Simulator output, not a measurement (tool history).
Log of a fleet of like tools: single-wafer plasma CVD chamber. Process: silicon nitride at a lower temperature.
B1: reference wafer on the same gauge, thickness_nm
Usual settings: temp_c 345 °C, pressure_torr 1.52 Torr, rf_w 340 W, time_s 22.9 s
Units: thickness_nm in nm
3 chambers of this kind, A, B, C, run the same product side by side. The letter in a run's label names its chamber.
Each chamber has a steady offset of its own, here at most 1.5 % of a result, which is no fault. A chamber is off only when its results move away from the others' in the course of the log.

run 1B hour=6.2 | temp_c=345 pressure_torr=1.52 rf_w=340 time_s=22.9 | B1=28.208 | thickness_nm=29.048
run 2C hour=13.6 | temp_c=345 pressure_torr=1.52 rf_w=340 time_s=22.9 | B1=28.208 | thickness_nm=28.447
run 3A hour=20.2 | temp_c=345 pressure_torr=1.52 rf_w=340 time_s=22.9 | B1=28.207 | thickness_nm=28.877
run 4C hour=27.7 | temp_c=345 pressure_torr=1.52 rf_w=340 time_s=22.9 | B1=28.219 | thickness_nm=28.548
run 5A hour=32.7 | temp_c=345 pressure_torr=1.52 rf_w=340 time_s=22.9 | B1=28.218 | thickness_nm=28.895
run 6B hour=38.4 | temp_c=345 pressure_torr=1.52 rf_w=340 time_s=22.9 | B1=28.217 | thickness_nm=29.017
run 7C hour=44.5 | temp_c=345 pressure_torr=1.52 rf_w=340 time_s=22.9 | B1=28.215 | thickness_nm=28.553
run 8B hour=49.0 | temp_c=345 pressure_torr=1.52 rf_w=340 time_s=22.9 | B1=28.226 | thickness_nm=29.068
run 9A hour=56.0 | temp_c=345 pressure_torr=1.52 rf_w=340 time_s=22.9 | B1=28.241 | thickness_nm=28.886
run 10A hour=61.0 | temp_c=345 pressure_torr=1.52 rf_w=340 time_s=22.9 | B1=28.232 | thickness_nm=28.941
run 11C hour=66.7 | temp_c=345 pressure_torr=1.52 rf_w=340 time_s=22.9 | B1=28.234 | thickness_nm=28.521
run 12B hour=73.9 | temp_c=345 pressure_torr=1.52 rf_w=340 time_s=22.9 | B1=28.237 | thickness_nm=29.036
run 13C hour=79.8 | temp_c=345 pressure_torr=1.52 rf_w=340 time_s=22.9 | B1=28.246 | thickness_nm=28.578
-- hour=81.8 chamber A: RF generator calibrated
run 14B hour=87.9 | temp_c=345 pressure_torr=1.52 rf_w=340 time_s=24.4 | B1=28.258 | thickness_nm=30.991
run 15A hour=95.2 | temp_c=345 pressure_torr=1.52 rf_w=340 time_s=24.4 | B1=28.262 | thickness_nm=30.847
run 16B hour=99.6 | temp_c=345 pressure_torr=1.52 rf_w=340 time_s=24.4 | B1=28.261 | thickness_nm=31.048
run 17A hour=106.8 | temp_c=345 pressure_torr=1.52 rf_w=340 time_s=22.9 | B1=28.261 | thickness_nm=28.936
run 18C hour=114.8 | temp_c=345 pressure_torr=1.52 rf_w=340 time_s=22.9 | B1=28.268 | thickness_nm=28.525
run 19B hour=118.6 | temp_c=345 pressure_torr=1.52 rf_w=340 time_s=22.9 | B1=28.260 | thickness_nm=29.077
-- hour=126.0 chamber A: capacitance manometer re-zeroed and calibrated
run 20A hour=126.2 | temp_c=345 pressure_torr=1.20 rf_w=390 time_s=22.9 | B1=28.270 | thickness_nm=29.593
run 21C hour=132.7 | temp_c=345 pressure_torr=1.20 rf_w=390 time_s=22.9 | B1=28.273 | thickness_nm=29.107
run 22B hour=140.3 | temp_c=345 pressure_torr=1.20 rf_w=390 time_s=22.9 | B1=28.285 | thickness_nm=29.715
run 23A hour=147.6 | temp_c=345 pressure_torr=1.52 rf_w=340 time_s=22.9 | B1=28.283 | thickness_nm=28.944
run 24C hour=154.8 | temp_c=345 pressure_torr=1.52 rf_w=340 time_s=22.9 | B1=28.289 | thickness_nm=28.609
run 25A hour=162.4 | temp_c=345 pressure_torr=1.52 rf_w=285 time_s=22.9 | B1=28.287 | thickness_nm=25.652
run 26B hour=168.7 | temp_c=345 pressure_torr=1.52 rf_w=285 time_s=22.9 | B1=28.299 | thickness_nm=25.838
run 27C hour=176.7 | temp_c=345 pressure_torr=1.52 rf_w=285 time_s=22.9 | B1=28.292 | thickness_nm=25.502
run 28C hour=184.0 | temp_c=345 pressure_torr=1.52 rf_w=365 time_s=22.9 | B1=28.307 | thickness_nm=29.936
run 29B hour=189.8 | temp_c=345 pressure_torr=1.52 rf_w=365 time_s=22.9 | B1=28.312 | thickness_nm=30.560
run 30A hour=197.2 | temp_c=345 pressure_torr=1.52 rf_w=365 time_s=22.9 | B1=28.306 | thickness_nm=30.427
run 31A hour=201.9 | temp_c=345 pressure_torr=1.52 rf_w=340 time_s=22.9 | B1=28.315 | thickness_nm=28.994
run 32B hour=207.6 | temp_c=345 pressure_torr=1.52 rf_w=340 time_s=22.9 | B1=28.318 | thickness_nm=29.184

What goes on in this fleet: one chamber off, a drifting gauge, or nothing beyond the chambers' own small offsets? Name the chamber and the cause, if any.

The gauge drifts, so all chambers seem to drift together. No chamber is off.
Cause: gauge reads high (%) = 0.43.
